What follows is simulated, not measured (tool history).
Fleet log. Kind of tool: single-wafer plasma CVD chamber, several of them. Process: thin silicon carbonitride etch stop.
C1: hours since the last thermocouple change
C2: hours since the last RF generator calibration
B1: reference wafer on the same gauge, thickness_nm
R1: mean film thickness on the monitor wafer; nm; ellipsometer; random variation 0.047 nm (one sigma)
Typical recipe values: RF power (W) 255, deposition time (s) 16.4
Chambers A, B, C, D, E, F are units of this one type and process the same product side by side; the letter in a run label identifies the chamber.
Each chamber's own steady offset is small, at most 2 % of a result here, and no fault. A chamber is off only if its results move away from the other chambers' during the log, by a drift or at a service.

run 1F hour=7.8 | RF_power_(W)=255 deposition_time_(s)=16.4 | C1=1530.2 C2=614.4 | B1=11.299 | R1=9.9865
run 2E hour=23.0 | RF_power_(W)=255 deposition_time_(s)=16.4 | C1=927.6 C2=1872.3 | B1=11.315 | R1=10.1880
run 3B hour=30.8 | RF_power_(W)=255 deposition_time_(s)=16.4 | C1=84.4 C2=816.9 | B1=11.291 | R1=10.0140
run 4D hour=41.8 | RF_power_(W)=255 deposition_time_(s)=16.4 | C1=1094.7 C2=278.5 | B1=11.302 | R1=9.9223
run 5C hour=49.8 | RF_power_(W)=220 deposition_time_(s)=16.4 | C1=138.6 C2=474.1 | B1=11.296 | R1=9.6773
run 6A hour=61.4 | RF_power_(W)=220 deposition_time_(s)=16.4 | C1=418.1 C2=1396.7 | B1=11.289 | R1=9.7103
run 7A hour=75.5 | RF_power_(W)=220 deposition_time_(s)=16.4 | C1=432.2 C2=1410.8 | B1=11.288 | R1=9.6818
run 8D hour=82.7 | RF_power_(W)=220 deposition_time_(s)=16.4 | C1=1135.6 C2=319.4 | B1=11.299 | R1=9.4520
-- hour=94.6 chamber E: RF generator calibrated
run 9C hour=98.1 | RF_power_(W)=220 deposition_time_(s)=16.4 | C1=186.9 C2=522.4 | B1=11.313 | R1=9.7001
run 10E hour=107.9 | RF_power_(W)=220 deposition_time_(s)=16.4 | C1=1012.5 C2=13.4 | B1=11.310 | R1=9.6273
-- hour=122.3 chamber B: RF generator calibrated
run 11F hour=122.6 | RF_power_(W)=225 deposition_time_(s)=13.8 | C1=1645.0 C2=729.2 | B1=11.299 | R1=8.1411
run 12B hour=137.7 | RF_power_(W)=225 deposition_time_(s)=13.8 | C1=191.3 C2=15.5 | B1=11.282 | R1=8.0972
run 13F hour=147.6 | RF_power_(W)=225 deposition_time_(s)=13.8 | C1=1670.0 C2=754.2 | B1=11.310 | R1=8.0839
run 14E hour=157.3 | RF_power_(W)=225 deposition_time_(s)=13.8 | C1=1061.9 C2=62.8 | B1=11.292 | R1=8.1160
run 15D hour=172.4 | RF_power_(W)=225 deposition_time_(s)=13.8 | C1=1225.3 C2=409.1 | B1=11.294 | R1=8.0074
run 16A hour=182.1 | RF_power_(W)=225 deposition_time_(s)=13.8 | C1=538.8 C2=1517.4 | B1=11.319 | R1=8.2123
run 17B hour=190.5 | RF_power_(W)=220 deposition_time_(s)=17.9 | C1=244.1 C2=68.3 | B1=11.297 | R1=10.3580
run 18C hour=200.0 | RF_power_(W)=220 deposition_time_(s)=17.9 | C1=288.8 C2=624.3 | B1=11.289 | R1=10.6080
run 19F hour=213.8 | RF_power_(W)=220 deposition_time_(s)=17.9 | C1=1736.2 C2=820.4 | B1=11.293 | R1=10.3870
run 20B hour=227.0 | RF_power_(W)=220 deposition_time_(s)=17.9 | C1=280.6 C2=104.8 | B1=11.299 | R1=10.4050
run 21E hour=235.2 | RF_power_(W)=220 deposition_time_(s)=17.9 | C1=1139.8 C2=140.7 | B1=11.296 | R1=10.5030
run 22D hour=246.0 | RF_power_(W)=220 deposition_time_(s)=17.9 | C1=1298.9 C2=482.7 | B1=11.291 | R1=10.2550
run 23C hour=261.0 | RF_power_(W)=290 deposition_time_(s)=13.5 | C1=349.8 C2=685.3 | B1=11.302 | R1=8.6594
run 24A hour=268.7 | RF_power_(W)=290 deposition_time_(s)=13.5 | C1=625.4 C2=1604.0 | B1=11.295 | R1=8.7446
run 25A hour=279.9 | RF_power_(W)=290 deposition_time_(s)=13.5 | C1=636.6 C2=1615.2 | B1=11.313 | R1=8.6610
run 26E hour=293.0 | RF_power_(W)=290 deposition_time_(s)=13.5 | C1=1197.6 C2=198.5 | B1=11.303 | R1=8.6239
run 27D hour=304.9 | RF_power_(W)=290 deposition_time_(s)=13.5 | C1=1357.8 C2=541.6 | B1=11.296 | R1=8.3915
run 28C hour=315.2 | RF_power_(W)=290 deposition_time_(s)=13.5 | C1=404.0 C2=739.5 | B1=11.304 | R1=8.6764
run 29B hour=330.4 | RF_power_(W)=255 deposition_time_(s)=16.4 | C1=384.0 C2=208.2 | B1=11.293 | R1=9.9348
run 30F hour=337.5 | RF_power_(W)=255 deposition_time_(s)=16.4 | C1=1859.9 C2=944.1 | B1=11.295 | R1=9.8509
run 31C hour=347.6 | RF_power_(W)=255 deposition_time_(s)=16.4 | C1=436.4 C2=771.9 | B1=11.305 | R1=10.1660
run 32D hour=362.8 | RF_power_(W)=255 deposition_time_(s)=16.4 | C1=1415.7 C2=599.5 | B1=11.293 | R1=9.8304
run 33E hour=373.0 | RF_power_(W)=255 deposition_time_(s)=16.4 | C1=1277.6 C2=278.5 | B1=11.310 | R1=10.1390
run 34B hour=382.4 | RF_power_(W)=255 deposition_time_(s)=16.4 | C1=436.0 C2=260.2 | B1=11.304 | R1=9.9680
run 35F hour=397.3 | RF_power_(W)=255 deposition_time_(s)=16.4 | C1=1919.7 C2=1003.9 | B1=11.287 | R1=9.9350
run 36A hour=411.0 | RF_power_(W)=255 deposition_time_(s)=16.4 | C1=767.7 C2=1746.3 | B1=11.290 | R1=10.1060
run 37D hour=424.4 | RF_power_(W)=255 deposition_time_(s)=16.4 | C1=1477.3 C2=661.1 | B1=11.313 | R1=9.8789
run 38A hour=436.9 | RF_power_(W)=255 deposition_time_(s)=18.8 | C1=793.6 C2=1772.2 | B1=11.300 | R1=11.5570
run 39F hour=452.0 | RF_power_(W)=255 deposition_time_(s)=18.8 | C1=1974.4 C2=1058.6 | B1=11.302 | R1=11.4510
run 40C hour=460.3 | RF_power_(W)=255 deposition_time_(s)=18.8 | C1=549.1 C2=884.6 | B1=11.308 | R1=11.6080
run 41B hour=469.1 | RF_power_(W)=255 deposition_time_(s)=18.8 | C1=522.7 C2=346.9 | B1=11.297 | R1=11.4400
run 42E hour=483.6 | RF_power_(W)=255 deposition_time_(s)=18.8 | C1=1388.2 C2=389.1 | B1=11.292 | R1=11.5530

Next, every chamber runs the same settings. What will each give?
run 43A hour=494.7 | RF_power_(W)=305 deposition_time_(s)=16.4 | R1=?
run 43B hour=494.7 | RF_power_(W)=305 deposition_time_(s)=16.4 | R1=?
run 43C hour=494.7 | RF_power_(W)=305 deposition_time_(s)=16.4 | R1=?
run 43D hour=494.7 | RF_power_(W)=305 deposition_time_(s)=16.4 | R1=?
run 43E hour=494.7 | RF_power_(W)=305 deposition_time_(s)=16.4 | R1=?
run 43F hour=494.7 | RF_power_(W)=305 deposition_time_(s)=16.4 | R1=?

run=43A R1=10.7720
run=43B R1=10.5200
run=43C R1=10.5570
run=43D R1=10.3890
run=43E R1=10.5790
run=43F R1=10.5590
